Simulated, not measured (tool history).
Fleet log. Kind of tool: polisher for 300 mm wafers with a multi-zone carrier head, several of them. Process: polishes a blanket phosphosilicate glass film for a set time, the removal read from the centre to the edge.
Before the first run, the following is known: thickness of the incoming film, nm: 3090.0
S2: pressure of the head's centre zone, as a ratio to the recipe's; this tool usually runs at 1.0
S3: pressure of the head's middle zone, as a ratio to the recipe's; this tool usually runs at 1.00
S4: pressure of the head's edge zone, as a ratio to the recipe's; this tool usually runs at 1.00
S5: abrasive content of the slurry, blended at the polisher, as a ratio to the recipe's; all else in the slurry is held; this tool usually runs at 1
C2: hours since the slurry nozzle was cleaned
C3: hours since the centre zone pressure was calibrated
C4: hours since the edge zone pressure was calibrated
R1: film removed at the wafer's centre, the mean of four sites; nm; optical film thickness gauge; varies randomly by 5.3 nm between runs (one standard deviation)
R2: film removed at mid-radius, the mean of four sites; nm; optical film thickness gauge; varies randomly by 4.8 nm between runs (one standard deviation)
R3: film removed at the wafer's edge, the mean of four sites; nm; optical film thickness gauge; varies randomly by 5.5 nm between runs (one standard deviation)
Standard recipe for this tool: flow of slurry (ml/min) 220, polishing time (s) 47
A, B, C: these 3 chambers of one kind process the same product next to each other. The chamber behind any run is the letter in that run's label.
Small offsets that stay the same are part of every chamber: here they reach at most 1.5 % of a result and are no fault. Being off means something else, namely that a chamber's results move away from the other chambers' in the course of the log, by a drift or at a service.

run 1B hour=3.9 | flow_of_slurry_(ml/min)=220 S2=1.0 S3=1.00 S4=1.00 S5=1 polishing_time_(s)=47 | wafers_polished_on_this_pad=800 C2=344.8 C3=225.9 C4=327.9 | R1=561.21 R2=574.14 R3=551.41
run 2A hour=7.6 | flow_of_slurry_(ml/min)=220 S2=1.0 S3=1.00 S4=1.00 S5=1 polishing_time_(s)=47 | wafers_polished_on_this_pad=209 C2=335.9 C3=308.0 C4=199.7 | R1=566.34 R2=558.70 R3=560.89
run 3C hour=10.9 | flow_of_slurry_(ml/min)=220 S2=1.0 S3=1.00 S4=1.00 S5=1 polishing_time_(s)=47 | wafers_polished_on_this_pad=291 C2=625.5 C3=851.0 C4=630.4 | R1=573.23 R2=556.56 R3=566.05
run 4C hour=14.5 | flow_of_slurry_(ml/min)=220 S2=1.0 S3=1.00 S4=1.00 S5=1 polishing_time_(s)=47 | wafers_polished_on_this_pad=328 C2=629.1 C3=854.6 C4=634.0 | R1=573.59 R2=561.82 R3=571.72
run 5A hour=17.2 | flow_of_slurry_(ml/min)=220 S2=1.0 S3=1.00 S4=1.00 S5=1 polishing_time_(s)=47 | wafers_polished_on_this_pad=306 C2=345.5 C3=317.6 C4=209.3 | R1=547.29 R2=563.78 R3=566.64
-- hour=19.8 chamber B: slurry nozzle cleaned
run 6B hour=20.7 | flow_of_slurry_(ml/min)=220 S2=1.0 S3=1.00 S4=1.00 S5=1 polishing_time_(s)=47 | wafers_polished_on_this_pad=970 C2=0.9 C3=242.7 C4=344.7 | R1=560.57 R2=572.12 R3=563.60
-- hour=24.7 chamber C: centre zone pressure recalibrated
run 7B hour=24.8 | flow_of_slurry_(ml/min)=220 S2=1.0 S3=1.00 S4=1.00 S5=1 polishing_time_(s)=47 | wafers_polished_on_this_pad=1012 C2=5.0 C3=246.8 C4=348.8 | R1=570.87 R2=570.56 R3=570.30
run 8A hour=27.2 | flow_of_slurry_(ml/min)=220 S2=0.9 S3=1.00 S4=1.00 S5=1 polishing_time_(s)=36 | wafers_polished_on_this_pad=407 C2=355.5 C3=327.6 C4=219.3 | R1=382.35 R2=435.50 R3=430.84
-- hour=28.4 chamber B: worn pad replaced by a new one
run 9C hour=30.0 | flow_of_slurry_(ml/min)=220 S2=0.9 S3=1.00 S4=1.00 S5=1 polishing_time_(s)=36 | wafers_polished_on_this_pad=485 C2=644.6 C3=5.3 C4=649.5 | R1=435.16 R2=435.15 R3=436.57
run 10C hour=33.8 | flow_of_slurry_(ml/min)=220 S2=0.9 S3=1.00 S4=1.00 S5=1 polishing_time_(s)=36 | wafers_polished_on_this_pad=523 C2=648.4 C3=9.1 C4=653.3 | R1=435.13 R2=430.62 R3=438.81
run 11B hour=37.3 | flow_of_slurry_(ml/min)=220 S2=1.0 S3=1.00 S4=1.00 S5=1 polishing_time_(s)=47 | wafers_polished_on_this_pad=90 C2=17.5 C3=259.3 C4=361.3 | R1=562.77 R2=563.87 R3=567.93
run 12A hour=40.3 | flow_of_slurry_(ml/min)=220 S2=1.0 S3=1.00 S4=1.00 S5=1 polishing_time_(s)=47 | wafers_polished_on_this_pad=540 C2=368.6 C3=340.7 C4=232.4 | R1=546.86 R2=555.86 R3=562.20
run 13C hour=44.5 | flow_of_slurry_(ml/min)=220 S2=1.0 S3=1.00 S4=1.00 S5=1 polishing_time_(s)=47 | wafers_polished_on_this_pad=632 C2=659.1 C3=19.8 C4=664.0 | R1=623.85 R2=562.05 R3=570.69
run 14B hour=47.6 | flow_of_slurry_(ml/min)=220 S2=1.0 S3=1.00 S4=1.00 S5=1 polishing_time_(s)=47 | wafers_polished_on_this_pad=195 C2=27.8 C3=269.6 C4=371.6 | R1=561.55 R2=573.07 R3=558.32
run 15A hour=51.1 | flow_of_slurry_(ml/min)=220 S2=1.0 S3=1.00 S4=1.00 S5=1 polishing_time_(s)=47 | wafers_polished_on_this_pad=650 C2=379.4 C3=351.5 C4=243.2 | R1=554.01 R2=568.53 R3=548.21
-- hour=52.0 chamber C: worn pad replaced by a new one
run 16C hour=54.5 | flow_of_slurry_(ml/min)=220 S2=1.0 S3=0.93 S4=0.91 S5=1 polishing_time_(s)=47 | wafers_polished_on_this_pad=25 C2=669.1 C3=29.8 C4=674.0 | R1=628.01 R2=523.42 R3=543.77
run 17B hour=56.6 | flow_of_slurry_(ml/min)=220 S2=1.0 S3=0.93 S4=0.91 S5=1 polishing_time_(s)=47 | wafers_polished_on_this_pad=286 C2=36.8 C3=278.6 C4=380.6 | R1=562.90 R2=541.02 R3=545.10
run 18A hour=60.6 | flow_of_slurry_(ml/min)=220 S2=1.0 S3=0.93 S4=0.91 S5=1 polishing_time_(s)=47 | wafers_polished_on_this_pad=746 C2=388.9 C3=361.0 C4=252.7 | R1=563.56 R2=529.81 R3=536.57
run 19B hour=62.7 | flow_of_slurry_(ml/min)=150 S2=1.0 S3=1.00 S4=1.04 S5=1 polishing_time_(s)=47 | wafers_polished_on_this_pad=348 C2=42.9 C3=284.7 C4=386.7 | R1=521.60 R2=537.10 R3=536.81
run 20A hour=65.8 | flow_of_slurry_(ml/min)=150 S2=1.0 S3=1.00 S4=1.04 S5=1 polishing_time_(s)=47 | wafers_polished_on_this_pad=799 C2=394.1 C3=366.2 C4=257.9 | R1=522.02 R2=535.87 R3=541.56
run 21C hour=68.1 | flow_of_slurry_(ml/min)=150 S2=1.0 S3=1.00 S4=1.04 S5=1 polishing_time_(s)=47 | wafers_polished_on_this_pad=163 C2=682.7 C3=43.4 C4=687.6 | R1=574.53 R2=531.48 R3=545.88
run 22B hour=71.4 | flow_of_slurry_(ml/min)=220 S2=1.0 S3=1.00 S4=1.00 S5=1 polishing_time_(s)=47 | wafers_polished_on_this_pad=436 C2=51.6 C3=293.4 C4=395.4 | R1=552.00 R2=571.65 R3=558.38

Each of the 3 chambers runs these same settings next. Fill in every chamber's results:
run 23A hour=74.4 | flow_of_slurry_(ml/min)=220 S2=1.0 S3=1.00 S4=1.00 S5=1 polishing_time_(s)=47 | R1=? R2=? R3=?
run 23B hour=74.4 | flow_of_slurry_(ml/min)=220 S2=1.0 S3=1.00 S4=1.00 S5=1 polishing_time_(s)=47 | R1=? R2=? R3=?
run 23C hour=74.4 | flow_of_slurry_(ml/min)=220 S2=1.0 S3=1.00 S4=1.00 S5=1 polishing_time_(s)=47 | R1=? R2=? R3=?

run=23A R1=561.36 R2=559.58 R3=563.57
run=23B R1=561.98 R2=573.89 R3=570.35
run=23C R1=628.32 R2=567.12 R3=566.58
